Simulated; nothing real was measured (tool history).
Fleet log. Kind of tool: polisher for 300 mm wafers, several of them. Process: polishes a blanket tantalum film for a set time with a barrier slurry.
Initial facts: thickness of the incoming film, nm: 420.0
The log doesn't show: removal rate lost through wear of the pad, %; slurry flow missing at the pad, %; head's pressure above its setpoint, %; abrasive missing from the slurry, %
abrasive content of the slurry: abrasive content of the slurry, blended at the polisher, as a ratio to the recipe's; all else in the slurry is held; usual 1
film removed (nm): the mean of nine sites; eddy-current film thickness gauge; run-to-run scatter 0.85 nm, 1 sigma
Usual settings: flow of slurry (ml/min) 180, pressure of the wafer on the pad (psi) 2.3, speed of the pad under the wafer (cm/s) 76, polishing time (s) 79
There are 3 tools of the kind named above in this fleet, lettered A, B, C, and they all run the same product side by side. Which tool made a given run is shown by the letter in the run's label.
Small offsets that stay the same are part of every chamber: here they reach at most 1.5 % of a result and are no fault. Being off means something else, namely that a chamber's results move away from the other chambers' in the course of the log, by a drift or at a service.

run	hour	flow of slurry (ml/min)	pressure of the wafer on the pad (psi)	speed of the pad under the wafer (cm/s)	abrasive content of the slurry	polishing time (s)	wafers polished on this pad	hours since the slurry nozzle was cleaned	hours since the head pressure was calibrated	hours since the slurry blender was calibrated	film removed (nm)
1C	6.5	180	2.3	76	1	79	959	39.2	282.6	366.5	127.69
2A	14	180	2.3	76	1	79	835	131.4	268.1	116.1	125.77
# hour 18.1: chamber C: worn pad replaced by a new one
3B	22.2	180	2.3	76	1	79	884	30.6	646.3	238.4	128.04
4C	27.4	180	2.3	76	1	79	123	60.1	303.5	387.4	127.48
5A	34.5	180	2.3	76	1	79	1106	151.9	288.6	136.6	125.96
6B	40.9	180	2.3	76	1	79	1131	49.3	665	257.1	128.43
# hour 41.2: chamber A: worn pad replaced by a new one
# hour 43.9: chamber C: slurry blender recalibrated
7C	46.2	180	1.9	76	1	101	372	78.9	322.3	2.4	135.18
# hour 46.9: chamber B: worn pad replaced by a new one
8B	52.5	180	1.9	76	1	101	74	60.9	676.6	268.7	136.14
9A	58.7	180	1.9	76	1	101	232	176.1	312.8	160.8	134.04
10B	65.8	180	2.3	76	1	79	250	74.2	689.9	282	128.08
11A	73.5	180	2.3	76	1	79	427	190.9	327.6	175.6	125.5
12C	80.8	180	2.3	76	1	79	829	113.5	356.9	37	128.43
# hour 82.6: chamber A: head pressure recalibrated
13A	85.7	180	2.3	76	1	79	588	203.1	3.1	187.8	125.69
14C	91.5	180	2.3	76	1	79	970	124.2	367.6	47.7	128.63
15B	98.2	180	2.3	76	0.75	79	678	106.6	722.3	314.4	116.64
16B	107.9	180	2.3	76	0.75	79	806	116.3	732	324.1	116.07
17C	114.2	180	2.3	76	0.75	79	1270	146.9	390.3	70.4	118.16
# hour 114.4: chamber C: worn pad replaced by a new one
18A	121	120	2.3	76	1	79	1054	238.4	38.4	223.1	116.44
# hour 121.7: chamber B: slurry blender recalibrated
19A	129.4	120	2.3	76	1	79	1165	246.8	46.8	231.5	116.12
20B	137.2	120	2.3	76	1	79	1193	145.6	761.3	15.6	121.48
# hour 139.2: chamber B: worn pad replaced by a new one
# hour 141.9: chamber A: worn pad replaced by a new one
21C	146.3	180	2.3	76	1	79	422	179	422.4	102.5	127.39
22C	153	180	2.3	76	1	79	510	185.7	429.1	109.2	129.27
23B	161.8	180	2.3	76	1	79	299	170.2	785.9	40.2	129.68
24A	170.2	240	2.3	76	1	61	373	287.6	87.6	272.3	101.83
25C	176.8	240	2.3	76	1	61	824	209.5	452.9	133	101.95
26B	182.9	240	2.3	76	1	61	577	191.3	807	61.3	104.21
27A	190.3	180	2.3	76	1	79	639	307.7	107.7	292.4	127.1
# hour 191.4: chamber C: worn pad replaced by a new one
28C	195	180	2.3	76	1	79	48	227.7	471.1	151.2	128.02
29B	204.2	180	2.3	76	1	79	859	212.6	828.3	82.6	129.32
# hour 208.4: chamber C: slurry nozzle cleaned
30A	211.2	180	2.3	76	1	79	915	328.6	128.6	313.3	125.45
31A	217.4	180	2.3	76	1	79	997	334.8	134.8	319.5	126.21
32B	227.1	180	2.3	76	1	79	1161	235.5	851.2	105.5	127.26
# hour 230: chamber B: worn pad replaced by a new one
33C	235.6	180	2.3	76	1	79	584	27.3	511.7	191.8	126.81
34C	240.9	180	2.3	76	1	79	654	32.6	517	197.1	128.34
# hour 246.4: chamber A: worn pad replaced by a new one
35B	249.7	180	2.9	76	1	92	260	258.1	873.8	128.1	191.03
36A	259.3	180	2.9	76	1	92	171	376.7	176.7	361.4	184.55
37A	265.4	180	2.9	76	1	92	251	382.8	182.8	367.5	184.2
38B	271.2	180	2.3	76	1	79	544	279.6	895.3	149.6	129.04

Each of the 3 chambers runs these same settings next. Fill in every chamber's results:
39A	278.3	180	2.3	76	1	79					?
39B	278.3	180	2.3	76	1	79					?
39C	278.3	180	2.3	76	1	79					?

run	film removed (nm)
39A	125.57
39B	129.4
39C	126.96
